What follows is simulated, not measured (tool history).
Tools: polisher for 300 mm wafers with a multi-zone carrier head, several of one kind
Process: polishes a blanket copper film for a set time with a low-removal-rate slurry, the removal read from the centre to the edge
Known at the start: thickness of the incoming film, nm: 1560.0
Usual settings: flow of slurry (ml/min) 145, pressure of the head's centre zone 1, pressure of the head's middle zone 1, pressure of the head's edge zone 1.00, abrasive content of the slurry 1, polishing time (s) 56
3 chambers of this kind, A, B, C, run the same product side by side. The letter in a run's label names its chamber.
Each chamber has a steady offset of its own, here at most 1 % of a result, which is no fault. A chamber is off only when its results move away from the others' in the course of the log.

| run | hour | flow of slurry (ml/min) | pressure of the head's centre zone | pressure of the head's middle zone | pressure of the head's edge zone | abrasive content of the slurry | polishing time (s) | wafers polished on this pad | hours since the slurry nozzle was cleaned | hours since the centre zone pressure was calibrated | hours since the edge zone pressure was calibrated | film removed at the wafer's centre (nm) | film removed at mid-radius (nm) | film removed at the wafer's edge (nm) |
|---|---|---|---|---|---|---|---|---|---|---|---|---|---|---|
|  | 3.4 | chamber B: worn pad replaced by a new one |
| 1B | 6.8 | 145 | 1 | 1 | 1.00 | 1 | 56 | 29 | 281.6 | 190.0 | 389.9 | 211.31 | 213.54 | 217.86 |
| 2A | 13.1 | 145 | 1 | 1 | 1.00 | 1 | 56 | 989 | 143.5 | 415.7 | 418.7 | 212.38 | 216.89 | 212.11 |
| 3C | 16.4 | 145 | 1 | 1 | 1.00 | 1 | 56 | 378 | 71.9 | 1193.7 | 28.5 | 213.76 | 214.15 | 214.13 |
| 4C | 23.7 | 145 | 1 | 1 | 1.00 | 1 | 56 | 441 | 79.2 | 1201.0 | 35.8 | 216.80 | 218.90 | 209.85 |
| 5A | 29.8 | 145 | 1 | 1 | 1.00 | 1 | 56 | 1133 | 160.2 | 432.4 | 435.4 | 216.84 | 212.72 | 211.06 |
| 6B | 35.8 | 145 | 1 | 1 | 1.00 | 1 | 56 | 280 | 310.6 | 219.0 | 418.9 | 214.88 | 216.72 | 212.77 |
| 7B | 41.7 | 145 | 1 | 1 | 1.00 | 1 | 56 | 331 | 316.5 | 224.9 | 424.8 | 211.61 | 215.06 | 219.31 |
|  | 45.6 | chamber A: slurry nozzle cleaned |
|  | 46.3 | chamber A: worn pad replaced by a new one |
| 8A | 48.8 | 145 | 1 | 1 | 1.00 | 1 | 56 | 22 | 3.3 | 451.4 | 454.4 | 212.92 | 214.77 | 212.52 |
| 9C | 52.7 | 145 | 1 | 1 | 1.00 | 1 | 56 | 692 | 108.2 | 1230.0 | 64.8 | 214.87 | 215.15 | 219.65 |
| 10A | 56.1 | 145 | 1 | 1 | 1.00 | 1 | 56 | 85 | 10.6 | 458.7 | 461.7 | 216.23 | 217.31 | 209.26 |
| 11B | 62.6 | 145 | 1 | 1 | 1.00 | 1 | 56 | 511 | 337.4 | 245.8 | 445.7 | 214.16 | 211.80 | 218.22 |
| 12C | 66.7 | 145 | 1 | 1 | 1.00 | 1 | 56 | 813 | 122.2 | 1244.0 | 78.8 | 210.64 | 212.55 | 218.53 |
| 13A | 71.8 | 145 | 1 | 1 | 1.00 | 1 | 56 | 220 | 26.3 | 474.4 | 477.4 | 215.91 | 212.92 | 208.81 |
| 14C | 75.6 | 145 | 1 | 1 | 1.00 | 1 | 56 | 889 | 131.1 | 1252.9 | 87.7 | 209.26 | 213.05 | 212.90 |
| 15B | 79.7 | 145 | 1 | 1 | 1.00 | 1 | 56 | 659 | 354.5 | 262.9 | 462.8 | 213.69 | 209.31 | 217.38 |
|  | 83.3 | chamber C: centre zone pressure recalibrated |
| 16A | 83.9 | 145 | 1 | 1 | 1.00 | 1 | 56 | 325 | 38.4 | 486.5 | 489.5 | 224.95 | 213.69 | 216.36 |
| 17B | 88.1 | 145 | 1 | 1 | 1.00 | 1 | 56 | 732 | 362.9 | 271.3 | 471.2 | 216.75 | 215.82 | 221.33 |
|  | 88.6 | chamber B: worn pad replaced by a new one |
| 18C | 93.6 | 145 | 1 | 1 | 1.00 | 1 | 56 | 1045 | 149.1 | 10.3 | 105.7 | 212.39 | 214.94 | 206.31 |
| 19C | 97.5 | 145 | 1 | 1 | 1.00 | 1 | 56 | 1079 | 153.0 | 14.2 | 109.6 | 210.76 | 214.79 | 209.56 |
| 20A | 101.4 | 145 | 1 | 1 | 1.00 | 1 | 56 | 476 | 55.9 | 504.0 | 507.0 | 221.38 | 212.85 | 213.58 |
| 21B | 108.0 | 145 | 1 | 1 | 1.00 | 1 | 56 | 167 | 382.8 | 291.2 | 491.1 | 209.74 | 215.14 | 216.31 |
|  | 112.8 | chamber C: worn pad replaced by a new one |
| 22B | 113.1 | 145 | 1 | 1 | 1.00 | 1 | 56 | 211 | 387.9 | 296.3 | 496.2 | 213.41 | 211.99 | 219.29 |
| 23A | 117.9 | 145 | 1 | 1 | 1.00 | 1 | 56 | 619 | 72.4 | 520.5 | 523.5 | 227.61 | 217.08 | 210.42 |
| 24C | 125.2 | 145 | 1 | 1 | 1.00 | 1 | 56 | 107 | 180.7 | 41.9 | 137.3 | 214.34 | 217.30 | 209.04 |
| 25A | 132.0 | 145 | 1 | 1 | 1.00 | 1 | 56 | 741 | 86.5 | 534.6 | 537.6 | 227.67 | 220.25 | 209.85 |
| 26C | 135.4 | 145 | 1 | 1 | 1.00 | 1 | 56 | 195 | 190.9 | 52.1 | 147.5 | 213.52 | 214.83 | 219.43 |
| 27B | 140.0 | 145 | 1 | 1 | 1.00 | 1 | 56 | 444 | 414.8 | 323.2 | 523.1 | 214.63 | 215.76 | 210.35 |
| 28A | 144.3 | 175 | 1 | 1 | 1.08 | 1 | 56 | 847 | 98.8 | 546.9 | 549.9 | 243.05 | 225.15 | 222.81 |
| 29B | 151.6 | 175 | 1 | 1 | 1.08 | 1 | 56 | 544 | 426.4 | 334.8 | 534.7 | 224.08 | 223.50 | 231.32 |
| 30C | 155.7 | 175 | 1 | 1 | 1.08 | 1 | 56 | 370 | 211.2 | 72.4 | 167.8 | 223.10 | 225.35 | 225.60 |
| 31B | 162.3 | 145 | 1 | 1 | 1.00 | 1 | 56 | 637 | 437.1 | 345.5 | 545.4 | 216.08 | 215.21 | 216.84 |
| 32C | 166.0 | 145 | 1 | 1 | 1.00 | 1 | 56 | 459 | 221.5 | 82.7 | 178.1 | 210.58 | 215.86 | 212.34 |
| 33A | 172.3 | 145 | 1 | 1 | 1.00 | 1 | 56 | 1089 | 126.8 | 574.9 | 577.9 | 239.11 | 212.08 | 213.82 |
| 34C | 177.9 | 145 | 1 | 1 | 1.00 | 1 | 56 | 562 | 233.4 | 94.6 | 190.0 | 216.79 | 216.10 | 208.81 |

All 3 chambers run these settings next. Forecast each chamber's results:
| 35A | 183.2 | 145 | 1 | 1 | 1.00 | 1 | 56 |  |  |  |  | ? | ? | ? |
| 35B | 183.2 | 145 | 1 | 1 | 1.00 | 1 | 56 |  |  |  |  | ? | ? | ? |
| 35C | 183.2 | 145 | 1 | 1 | 1.00 | 1 | 56 |  |  |  |  | ? | ? | ? |

| run | film removed at the wafer's centre (nm) | film removed at mid-radius (nm) | film removed at the wafer's edge (nm) |
|---|---|---|---|
| 35A | 241.56 | 213.91 | 216.24 |
| 35B | 214.71 | 215.06 | 215.54 |
| 35C | 213.08 | 215.77 | 207.98 |

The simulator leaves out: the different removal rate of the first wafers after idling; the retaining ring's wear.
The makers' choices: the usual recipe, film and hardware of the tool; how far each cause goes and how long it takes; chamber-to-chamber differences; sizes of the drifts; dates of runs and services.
